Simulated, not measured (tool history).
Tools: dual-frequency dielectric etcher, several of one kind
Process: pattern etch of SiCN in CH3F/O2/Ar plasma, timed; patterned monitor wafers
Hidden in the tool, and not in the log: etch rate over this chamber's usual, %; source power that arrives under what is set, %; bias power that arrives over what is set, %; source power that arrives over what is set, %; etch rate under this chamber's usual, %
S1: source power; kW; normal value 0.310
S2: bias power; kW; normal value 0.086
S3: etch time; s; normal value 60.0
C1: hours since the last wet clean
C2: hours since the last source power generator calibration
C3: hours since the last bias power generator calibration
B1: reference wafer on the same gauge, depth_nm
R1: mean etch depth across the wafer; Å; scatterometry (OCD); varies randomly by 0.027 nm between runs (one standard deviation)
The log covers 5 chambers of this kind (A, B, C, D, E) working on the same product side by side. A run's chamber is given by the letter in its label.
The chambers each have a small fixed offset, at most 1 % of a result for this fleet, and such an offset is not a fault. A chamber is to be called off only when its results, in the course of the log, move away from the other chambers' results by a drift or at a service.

run	hour	S1	S2	S3	C1	C2	C3	B1	R1
1D	4.9	0.310	0.086	60.0	202.9	1594.1	448.7	22.409	219.67
2A	10.7	0.310	0.086	60.0	355.3	4106.3	2380.4	22.408	217.76
3C	20.1	0.310	0.086	60.0	138.0	389.6	1971.0	22.410	219.53
4B	28.8	0.310	0.086	60.0	366.1	1816.3	1128.0	22.410	218.79
5E	38.3	0.310	0.086	60.0	321.7	333.6	133.3	22.416	217.94
6C	46.9	0.310	0.086	60.0	164.8	416.4	1997.8	22.421	219.92
7D	55.6	0.310	0.086	60.0	253.6	1644.8	499.4	22.420	219.83
8E	63.5	0.310	0.086	60.0	346.9	358.8	158.5	22.427	218.14
9B	72.8	0.310	0.097	52.0	410.1	1860.3	1172.0	22.425	198.48
10A	77.2	0.310	0.097	52.0	421.8	4172.8	2446.9	22.431	197.35
11E	85.6	0.310	0.097	52.0	369.0	380.9	180.6	22.438	198.36
12B	93.1	0.310	0.097	52.0	430.4	1880.6	1192.3	22.439	198.54
13A	98.0	0.310	0.097	52.0	442.6	4193.6	2467.7	22.443	197.41
14C	104.1	0.310	0.086	60.0	222.0	473.6	2055.0	22.442	219.86
15D	113.4	0.310	0.086	60.0	311.4	1702.6	557.2	22.456	219.97
16D	118.2	0.310	0.086	60.0	316.2	1707.4	562.0	22.457	220.01
17E	128.1	0.310	0.086	60.0	411.5	423.4	223.1	22.457	218.77
18B	132.6	0.310	0.086	60.0	469.9	1920.1	1231.8	22.461	218.97
19A	138.1	0.310	0.086	60.0	482.7	4233.7	2507.8	22.464	218.04
# hour 139.2: chamber B: wet clean of the chamber
20C	143.1	0.310	0.067	71.5	261.0	512.6	2094.0	22.464	239.09
# hour 150.2: chamber D: wet clean of the chamber
21C	153.0	0.310	0.067	71.5	270.9	522.5	2103.9	22.459	239.04
22D	158.3	0.310	0.067	71.5	8.2	1747.5	602.1	22.465	239.06
23E	163.4	0.310	0.067	71.5	446.8	458.7	258.4	22.470	238.40
# hour 168.8: chamber A: wet clean of the chamber
24A	170.8	0.310	0.067	71.5	2.1	4266.4	2540.5	22.469	237.29
25B	180.3	0.310	0.086	60.0	41.1	1967.8	1279.5	22.477	218.93
26D	186.6	0.310	0.086	60.0	36.5	1775.8	630.4	22.480	220.04
27B	192.0	0.370	0.086	45.5	52.8	1979.5	1291.2	22.491	177.35
28E	200.9	0.370	0.086	45.5	484.3	496.2	295.9	22.476	177.34
29C	208.0	0.370	0.086	45.5	325.9	577.5	2158.9	22.492	178.14
30A	215.6	0.370	0.086	45.5	46.9	4311.2	2585.3	22.485	176.75
31D	224.6	0.370	0.086	45.5	74.5	1813.8	668.4	22.499	178.77
32E	234.2	0.310	0.086	60.0	517.6	529.5	329.2	22.495	218.89
33B	243.6	0.310	0.086	60.0	104.4	2031.1	1342.8	22.503	219.00
34A	251.2	0.360	0.102	60.0	82.5	4346.8	2620.9	22.509	245.14
35C	255.8	0.360	0.102	60.0	373.7	625.3	2206.7	22.509	247.94
36D	261.3	0.360	0.102	60.0	111.2	1850.5	705.1	22.516	249.47
37C	266.8	0.360	0.102	60.0	384.7	636.3	2217.7	22.505	247.49

Each of the 5 chambers runs these same settings next. Fill in every chamber's results:
38A	273.9	0.310	0.086	60.0					?
38B	273.9	0.310	0.086	60.0					?
38C	273.9	0.310	0.086	60.0					?
38D	273.9	0.310	0.086	60.0					?
38E	273.9	0.310	0.086	60.0					?

run	R1
38A	218.59
38B	218.73
38C	220.08
38D	220.92
38E	219.39
